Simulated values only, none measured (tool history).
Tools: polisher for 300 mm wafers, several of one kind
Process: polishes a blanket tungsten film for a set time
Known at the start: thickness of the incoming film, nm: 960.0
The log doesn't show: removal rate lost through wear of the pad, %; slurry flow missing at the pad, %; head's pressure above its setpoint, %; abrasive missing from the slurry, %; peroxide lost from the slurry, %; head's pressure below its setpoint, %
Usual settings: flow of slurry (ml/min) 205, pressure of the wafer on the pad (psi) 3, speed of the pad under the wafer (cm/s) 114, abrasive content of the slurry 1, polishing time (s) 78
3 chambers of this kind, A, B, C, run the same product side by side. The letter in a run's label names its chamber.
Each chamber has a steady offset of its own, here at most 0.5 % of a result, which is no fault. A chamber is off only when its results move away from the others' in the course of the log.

| run | hour | flow of slurry (ml/min) | pressure of the wafer on the pad (psi) | speed of the pad under the wafer (cm/s) | abrasive content of the slurry | polishing time (s) | wafers polished on this pad | hours since the slurry nozzle was cleaned | hours since the head pressure was calibrated | hours since the slurry blender was calibrated | hours since the slurry got fresh peroxide | film removed (Å) |
|---|---|---|---|---|---|---|---|---|---|---|---|---|
| 1A | 6.5 | 205 | 3 | 114 | 1 | 78 | 416 | 293.8 | 85.7 | 21.5 | 27.7 | 3078.6 |
| 2C | 15.8 | 205 | 3 | 114 | 1 | 78 | 172 | 127.7 | 28 | 198.8 | 20.5 | 3026.4 |
|  | 16.8 | chamber B: slurry blender recalibrated |
| 3B | 23.6 | 205 | 3 | 114 | 1 | 78 | 460 | 356.8 | 685.5 | 6.8 | 84.3 | 3012.1 |
|  | 24.5 | chamber A: worn pad replaced by a new one |
| 4B | 31.7 | 205 | 3 | 114 | 1 | 78 | 519 | 364.9 | 693.6 | 14.9 | 92.4 | 3101.8 |
| 5C | 40.1 | 205 | 3 | 114 | 1 | 78 | 349 | 152 | 52.3 | 223.1 | 44.8 | 3006.7 |
|  | 43.3 | chamber A: slurry tank refilled with fresh slurry and peroxide |
| 6A | 53.4 | 205 | 3 | 114 | 1 | 78 | 210 | 340.7 | 132.6 | 68.4 | 10.1 | 2967.9 |
| 7C | 63.6 | 205 | 3 | 114 | 1 | 78 | 520 | 175.5 | 75.8 | 246.6 | 68.3 | 3060.9 |
|  | 69 | chamber C: slurry tank refilled with fresh slurry and peroxide |
| 8A | 76.8 | 205 | 3 | 114 | 1 | 78 | 380 | 364.1 | 156 | 91.8 | 33.5 | 3106.7 |
| 9B | 87.6 | 205 | 3 | 114 | 1 | 78 | 926 | 420.8 | 749.5 | 70.8 | 148.3 | 3097.2 |
|  | 91.5 | chamber B: worn pad replaced by a new one |
|  | 95.2 | chamber C: worn pad replaced by a new one |
| 10C | 95.2 | 205 | 3 | 114 | 1 | 78 | 0 | 207.1 | 107.4 | 278.2 | 26.3 | 2983.3 |
| 11B | 105.8 | 205 | 3 | 114 | 1 | 78 | 104 | 439 | 767.7 | 89 | 166.5 | 3004.3 |
|  | 105.9 | chamber A: slurry tank refilled with fresh slurry and peroxide |
|  | 112 | chamber A: worn pad replaced by a new one |
| 12A | 116.2 | 205 | 3 | 114 | 1 | 78 | 30 | 403.5 | 195.4 | 131.2 | 10.4 | 2977.4 |
| 13C | 124 | 205 | 3 | 114 | 1 | 78 | 210 | 235.9 | 136.2 | 307 | 55.1 | 2942.4 |
|  | 135 | chamber B: slurry tank refilled with fresh slurry and peroxide |
| 14B | 137.7 | 205 | 3 | 114 | 1 | 78 | 336 | 470.9 | 799.6 | 120.9 | 2.7 | 3089.7 |
|  | 144.9 | chamber C: slurry blender recalibrated |
| 15A | 145 | 205 | 3 | 114 | 1 | 78 | 240 | 432.3 | 224.2 | 160 | 39.2 | 3068 |
| 16A | 155.9 | 205 | 3 | 114 | 1 | 78 | 319 | 443.2 | 235.1 | 170.9 | 50.1 | 3002.6 |
|  | 157.5 | chamber C: slurry tank refilled with fresh slurry and peroxide |
| 17C | 165 | 205 | 3 | 114 | 1 | 78 | 508 | 276.9 | 177.2 | 20.1 | 7.5 | 2967.6 |
|  | 174.4 | chamber A: slurry tank refilled with fresh slurry and peroxide |
| 18B | 176.9 | 205 | 3 | 114 | 0.8 | 78 | 622 | 510.1 | 838.8 | 160.1 | 41.9 | 2858.1 |
|  | 177.5 | chamber A: slurry blender recalibrated |
| 19C | 183.1 | 205 | 3 | 114 | 0.8 | 78 | 640 | 295 | 195.3 | 38.2 | 25.6 | 2899.3 |
| 20B | 192 | 205 | 3 | 114 | 0.8 | 78 | 731 | 525.2 | 853.9 | 175.2 | 57 | 2820.6 |
| 21A | 202.4 | 205 | 3 | 114 | 1 | 78 | 658 | 489.7 | 281.6 | 24.9 | 28 | 3049.5 |
|  | 208.4 | chamber C: worn pad replaced by a new one |
|  | 208.7 | chamber A: worn pad replaced by a new one |
| 22C | 210.9 | 205 | 3 | 114 | 1 | 78 | 18 | 322.8 | 223.1 | 66 | 53.4 | 3005.5 |
| 23B | 223.9 | 205 | 3 | 114 | 1 | 78 | 964 | 557.1 | 885.8 | 207.1 | 88.9 | 2965.6 |
|  | 236.7 | chamber A: slurry tank refilled with fresh slurry and peroxide |
|  | 237.7 | chamber C: slurry tank refilled with fresh slurry and peroxide |
| 24A | 237.8 | 205 | 3 | 114 | 1 | 78 | 212 | 525.1 | 317 | 60.3 | 1.1 | 3055.4 |
|  | 244.2 | chamber B: worn pad replaced by a new one |
| 25A | 247.9 | 205 | 3 | 114 | 1 | 78 | 285 | 535.2 | 327.1 | 70.4 | 11.2 | 2999.8 |
|  | 254.1 | chamber B: slurry blender recalibrated |
| 26B | 258.7 | 205 | 3 | 114 | 1 | 78 | 106 | 591.9 | 920.6 | 4.7 | 123.7 | 3042.9 |
| 27C | 272 | 205 | 3 | 114 | 1 | 78 | 463 | 383.9 | 284.2 | 127.1 | 34.4 | 3014.8 |
| 28B | 281.2 | 205 | 3 | 114 | 1 | 78 | 269 | 614.4 | 943.1 | 27.2 | 146.2 | 3069.3 |
|  | 283.6 | chamber A: worn pad replaced by a new one |
| 29A | 293.3 | 205 | 3 | 114 | 1 | 78 | 70 | 580.6 | 372.5 | 115.8 | 56.6 | 3012.7 |
| 30C | 301.2 | 205 | 3 | 114 | 1 | 78 | 675 | 413.1 | 313.4 | 156.3 | 63.6 | 2973.9 |
|  | 303.9 | chamber B: slurry nozzle cleaned |
| 31A | 311.4 | 205 | 3 | 114 | 1 | 78 | 202 | 598.7 | 390.6 | 133.9 | 74.7 | 3043.6 |
|  | 312.9 | chamber A: slurry tank refilled with fresh slurry and peroxide |
|  | 313 | chamber C: worn pad replaced by a new one |
|  | 320.5 | chamber B: slurry tank refilled with fresh slurry and peroxide |
| 32B | 322.5 | 205 | 3 | 114 | 1 | 78 | 570 | 18.6 | 984.4 | 68.5 | 2 | 2957.4 |
|  | 328.6 | chamber C: slurry tank refilled with fresh slurry and peroxide |
| 33C | 329.4 | 205 | 3 | 114 | 1 | 78 | 119 | 441.3 | 341.6 | 184.5 | 0.9 | 3004.3 |
| 34B | 335.8 | 205 | 3 | 114 | 1 | 78 | 667 | 31.9 | 997.7 | 81.8 | 15.3 | 3014.4 |
| 35C | 342.2 | 205 | 3 | 114 | 1 | 78 | 212 | 454.1 | 354.4 | 197.3 | 13.7 | 3061.1 |
| 36A | 352.3 | 205 | 3 | 82 | 0.9 | 78 | 500 | 639.6 | 431.5 | 174.8 | 39.5 | 2166.3 |
| 37C | 361.9 | 205 | 3 | 82 | 0.9 | 78 | 356 | 473.8 | 374.1 | 217 | 33.4 | 2074.4 |

Next, every chamber runs the same settings. What will each give?
| 38A | 371.8 | 205 | 2 | 114 | 1 | 78 |  |  |  |  |  | ? |
| 38B | 371.8 | 205 | 2 | 114 | 1 | 78 |  |  |  |  |  | ? |
| 38C | 371.8 | 205 | 2 | 114 | 1 | 78 |  |  |  |  |  | ? |

| run | film removed (Å) |
|---|---|
| 38A | 2030.5 |
| 38B | 2038 |
| 38C | 2042.7 |

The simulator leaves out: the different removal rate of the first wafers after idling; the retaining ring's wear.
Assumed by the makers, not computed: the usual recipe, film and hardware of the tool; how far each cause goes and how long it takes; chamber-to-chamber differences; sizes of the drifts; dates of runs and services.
